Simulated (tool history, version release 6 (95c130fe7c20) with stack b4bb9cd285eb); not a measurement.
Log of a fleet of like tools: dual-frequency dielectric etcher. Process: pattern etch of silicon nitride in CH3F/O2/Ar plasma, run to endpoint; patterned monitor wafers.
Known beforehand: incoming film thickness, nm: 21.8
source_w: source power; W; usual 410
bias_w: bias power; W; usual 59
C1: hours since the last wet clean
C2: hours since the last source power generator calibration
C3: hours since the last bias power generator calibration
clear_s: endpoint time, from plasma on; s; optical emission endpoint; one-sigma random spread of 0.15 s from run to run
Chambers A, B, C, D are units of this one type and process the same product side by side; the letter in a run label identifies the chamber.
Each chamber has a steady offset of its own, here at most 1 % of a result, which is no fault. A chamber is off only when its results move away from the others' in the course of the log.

run 1D day=0.175 | source_w=410 bias_w=59 | C1=226.5 C2=2542.5 C3=2773.1 | clear_s=33.180
run 2A day=0.388 | source_w=410 bias_w=59 | C1=338.3 C2=3261.4 C3=1589.6 | clear_s=33.272
run 3C day=0.642 | source_w=410 bias_w=59 | C1=140.9 C2=246.3 C3=4154.3 | clear_s=33.582
run 4B day=0.896 | source_w=410 bias_w=59 | C1=33.1 C2=1016.2 C3=2430.0 | clear_s=33.343
run 5C day=1.146 | source_w=410 bias_w=59 | C1=153.0 C2=258.4 C3=4166.4 | clear_s=33.397
run 6D day=1.442 | source_w=410 bias_w=59 | C1=256.9 C2=2572.9 C3=2803.5 | clear_s=32.950
run 7A day=1.625 | source_w=410 bias_w=59 | C1=368.0 C2=3291.1 C3=1619.3 | clear_s=33.330
run 8B day=1.875 | source_w=500 bias_w=69 | C1=56.6 C2=1039.7 C3=2453.5 | clear_s=29.268
run 9D day=2.042 | source_w=500 bias_w=69 | C1=271.3 C2=2587.3 C3=2817.9 | clear_s=29.004
-- day=2.112 chamber A: bias power generator calibrated
run 10B day=2.246 | source_w=500 bias_w=69 | C1=65.5 C2=1048.6 C3=2462.4 | clear_s=29.537
run 11C day=2.429 | source_w=500 bias_w=69 | C1=183.8 C2=289.2 C3=4197.2 | clear_s=29.312
run 12A day=2.729 | source_w=410 bias_w=59 | C1=394.5 C2=3317.6 C3=14.9 | clear_s=33.265
run 13B day=2.958 | source_w=410 bias_w=59 | C1=82.6 C2=1065.7 C3=2479.5 | clear_s=33.497
run 14A day=3.175 | source_w=410 bias_w=59 | C1=405.2 C2=3328.3 C3=25.6 | clear_s=33.114
run 15C day=3.483 | source_w=410 bias_w=59 | C1=209.1 C2=314.5 C3=4222.5 | clear_s=33.331
run 16D day=3.783 | source_w=410 bias_w=59 | C1=313.1 C2=2629.1 C3=2859.7 | clear_s=33.120
run 17B day=4.054 | source_w=410 bias_w=59 | C1=108.9 C2=1092.0 C3=2505.8 | clear_s=33.332
run 18D day=4.246 | source_w=410 bias_w=59 | C1=324.2 C2=2640.2 C3=2870.8 | clear_s=32.966
run 19C day=4.517 | source_w=410 bias_w=59 | C1=233.9 C2=339.3 C3=4247.3 | clear_s=33.202
run 20A day=4.833 | source_w=410 bias_w=59 | C1=445.0 C2=3368.1 C3=65.4 | clear_s=33.541
run 21C day=4.992 | source_w=410 bias_w=59 | C1=245.3 C2=350.7 C3=4258.7 | clear_s=33.256
run 22A day=5.162 | source_w=410 bias_w=59 | C1=452.9 C2=3376.0 C3=73.3 | clear_s=33.354
run 23B day=5.333 | source_w=410 bias_w=59 | C1=139.6 C2=1122.7 C3=2536.5 | clear_s=33.501
run 24D day=5.600 | source_w=410 bias_w=59 | C1=356.7 C2=2672.7 C3=2903.3 | clear_s=33.107
run 25B day=5.846 | source_w=410 bias_w=59 | C1=151.9 C2=1135.0 C3=2548.8 | clear_s=33.529
run 26C day=6.104 | source_w=410 bias_w=59 | C1=272.0 C2=377.4 C3=4285.4 | clear_s=33.102
run 27A day=6.288 | source_w=410 bias_w=59 | C1=479.9 C2=3403.0 C3=100.3 | clear_s=32.983
run 28D day=6.488 | source_w=410 bias_w=59 | C1=378.0 C2=2694.0 C3=2924.6 | clear_s=33.043
-- day=6.638 chamber A: wet clean of the chamber
run 29B day=6.804 | source_w=410 bias_w=59 | C1=174.9 C2=1158.0 C3=2571.8 | clear_s=33.138
run 30C day=7.104 | source_w=410 bias_w=59 | C1=296.0 C2=401.4 C3=4309.4 | clear_s=33.201
run 31A day=7.258 | source_w=410 bias_w=59 | C1=14.9 C2=3426.3 C3=123.6 | clear_s=33.276

Which is it: a chamber that has drifted or been left off by a service, a gauge drift common to all chambers, or only each chamber's usual small offset? If a chamber is off, name it and its likeliest cause.

No chamber stands off beyond its own small offset, and the gauge holds steady.

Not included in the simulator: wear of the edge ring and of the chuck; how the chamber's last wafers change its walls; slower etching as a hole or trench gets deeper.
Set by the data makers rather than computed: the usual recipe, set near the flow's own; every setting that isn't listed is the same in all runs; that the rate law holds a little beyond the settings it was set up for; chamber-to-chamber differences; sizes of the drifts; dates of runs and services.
